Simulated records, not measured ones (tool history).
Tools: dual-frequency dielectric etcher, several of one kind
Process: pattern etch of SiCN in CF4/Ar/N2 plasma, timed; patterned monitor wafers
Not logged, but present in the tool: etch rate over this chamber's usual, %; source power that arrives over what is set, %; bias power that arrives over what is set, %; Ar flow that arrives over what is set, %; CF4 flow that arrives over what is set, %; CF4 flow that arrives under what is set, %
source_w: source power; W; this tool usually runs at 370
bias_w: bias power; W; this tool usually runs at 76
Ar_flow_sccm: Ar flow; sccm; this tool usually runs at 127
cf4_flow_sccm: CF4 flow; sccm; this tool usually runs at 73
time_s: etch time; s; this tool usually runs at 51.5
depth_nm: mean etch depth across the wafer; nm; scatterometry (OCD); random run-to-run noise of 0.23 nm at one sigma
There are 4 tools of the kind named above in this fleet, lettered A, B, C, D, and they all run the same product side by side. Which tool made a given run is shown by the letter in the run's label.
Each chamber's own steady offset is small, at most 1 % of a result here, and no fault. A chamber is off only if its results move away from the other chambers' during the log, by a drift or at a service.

run	hour	source_w	bias_w	Ar_flow_sccm	cf4_flow_sccm	time_s	hours since the last wet clean	hours since the last source power generator calibration	hours since the last bias power generator calibration	hours since the last Ar flow controller change	hours since the last CF4 flow controller change	read-back reference wafer on the same gauge, depth_nm	depth_nm
1B	6.6	370	76	127	73	51.5	236.2	1447.8	3206.1	142.5	2028.6	39.057	37.406
2D	14.2	370	76	127	73	51.5	196.5	1222.6	1427.9	315.5	2405.2	39.027	36.644
3C	20.8	370	76	127	73	51.5	293.3	579.7	86.1	3810.3	109.7	39.03	37.447
4A	26.1	370	76	127	73	51.5	243.8	973.3	1911.5	3160.6	3904.4	38.962	37.156
5D	34.9	370	76	127	73	51.5	217.2	1243.3	1448.6	336.2	2425.9	38.977	36.714
6A	42.9	370	76	127	73	51.5	260.6	990.1	1928.3	3177.4	3921.2	39.012	37.222
7B	48.6	370	76	127	73	51.5	278.2	1489.8	3248.1	184.5	2070.6	38.997	37.183
8C	54	370	76	127	73	51.5	326.5	612.9	119.3	3843.5	142.9	39.019	36.876
9A	61.3	370	76	127	73	51.5	279	1008.5	1946.7	3195.8	3939.6	38.979	37.113
10D	66	370	76	127	73	51.5	248.3	1274.4	1479.7	367.3	2457	38.995	36.78
11B	71.9	370	76	127	73	51.5	301.5	1513.1	3271.4	207.8	2093.9	38.989	36.999
12C	79.2	370	76	127	73	51.5	351.7	638.1	144.5	3868.7	168.1	39.009	37.407
13A	83.4	370	76	127	73	51.5	301.1	1030.6	1968.8	3217.9	3961.7	39.037	36.968
14D	87.2	370	76	127	73	51.5	269.5	1295.6	1500.9	388.5	2478.2	39.018	36.693
15C	96	370	76	138	73	51.5	368.5	654.9	161.3	3885.5	184.9	39.004	36.964
16B	102.4	370	76	138	73	51.5	332	1543.6	3301.9	238.3	2124.4	39.034	36.496
17D	109.3	370	76	138	73	51.5	291.6	1317.7	1523	410.6	2500.3	38.959	36.157
18B	117.2	370	76	138	73	51.5	346.8	1558.4	3316.7	253.1	2139.2	38.942	36.474
19A	123.3	370	76	127	73	51.5	341	1070.5	2008.7	3257.8	4001.6	38.941	37.354
# hour 127: chamber A: bias power generator calibrated
20C	129.6	370	76	127	73	51.5	402.1	688.5	194.9	3919.1	218.5	39.032	37.755
21C	136.4	370	76	127	73	51.5	408.9	695.3	201.7	3925.9	225.3	38.932	37.675
# hour 141.9: chamber A: CF4 flow controller replaced
22D	143.3	370	76	127	73	51.5	325.6	1351.7	1557	444.6	2534.3	38.977	36.706
23B	148	370	76	127	61	51.5	377.6	1589.2	3347.5	283.9	2170	38.973	36.283
# hour 150: chamber A: wet clean of the chamber
24A	156.6	370	76	127	61	51.5	6.6	1103.8	29.6	3291.1	14.7	38.992	35.775
25A	163.9	370	76	127	61	51.5	13.9	1111.1	36.9	3298.4	22	38.985	35.885
# hour 164.7: chamber B: wet clean of the chamber
26C	168.3	370	76	127	61	51.5	440.8	727.2	233.6	3957.8	257.2	38.971	36.604
27B	172.6	370	76	127	73	51.5	7.9	1613.8	3372.1	308.5	2194.6	38.965	36.834
28D	179.6	370	76	127	73	51.5	361.9	1388	1593.3	480.9	2570.6	38.953	36.813
29A	184	370	76	127	73	51.5	34	1131.2	57	3318.5	42.1	38.995	36.723
30D	188.3	370	76	127	73	51.5	370.6	1396.7	1602	489.6	2579.3	39.034	36.787
31C	194.7	370	76	127	73	51.5	467.2	753.6	260	3984.2	283.6	39.037	37.751
32B	203	370	76	127	73	51.5	38.3	1644.2	3402.5	338.9	2225	39.019	36.865
33A	207.5	370	76	127	73	51.5	57.5	1154.7	80.5	3342	65.6	38.999	36.472
34C	212.6	370	76	127	73	51.5	485.1	771.5	277.9	4002.1	301.5	39.031	37.988
35B	219	370	76	127	73	51.5	54.3	1660.2	3418.5	354.9	2241	39.031	37.391
36D	226.2	370	76	127	73	51.5	408.5	1434.6	1639.9	527.5	2617.2	39.037	36.523
37A	233.6	370	76	127	73	51.5	83.6	1180.8	106.6	3368.1	91.7	38.97	37.121
38C	240.8	370	76	127	73	51.5	513.3	799.7	306.1	4030.3	329.7	38.995	38.491
39D	244.7	370	87	127	55	51.5	427	1453.1	1658.4	546	2635.7	39.045	37.555
40B	250.7	370	87	127	55	51.5	86	1691.9	3450.2	386.6	2272.7	39.03	37.329
41A	259.5	370	87	127	55	51.5	109.5	1206.7	132.5	3394	117.6	38.971	37.073
42C	263.6	370	87	127	55	51.5	536.1	822.5	328.9	4053.1	352.5	39.027	38.987
# hour 266.2: chamber D: wet clean of the chamber
43B	270.8	370	76	127	73	51.5	106.1	1712	3470.3	406.7	2292.8	39.004	37.316
44D	276.1	370	76	127	73	51.5	10	1484.5	1689.8	577.4	2667.1	39.07	37.103

Read the log: is a single chamber off, either drifting away or since a service, is the gauge that measures every chamber drifting, or is nothing wrong beyond small per-chamber offsets? Name any odd chamber and what most likely caused it.

It is chamber C that slowly wanders off from its peers.
Likeliest cause: etch rate over this chamber's usual, % = 3.88.
Not necessarily distinguishable in this log from: source power that arrives over what is set, %.

Chamber C could run next with any of the 4 candidate recipes listed below; each alters the usual settings, and their results appear as question marks. Which one brings its results back in line with what the other chambers deliver on the usual settings?
In-line tolerance around the mean of the other chambers on the usual settings: depth_nm 0.82 nm
45C-1	282.4	360	75	128	73	48.5							?
45C-2	282.4	370	76	127	73	49.5							?
45C-3	282.4	380	77	127	73	54.5							?
45C-4	282.4	370	77	127	73	53.5							?

Usual-settings mean across the other chambers: depth_nm 36.893 nm
run	depth_nm
45C-1	35.256
45C-2	37.072
45C-3	41.975
45C-4	40.263
The answer is 45C-2, which returns the chamber to within the allowed miss of the others.
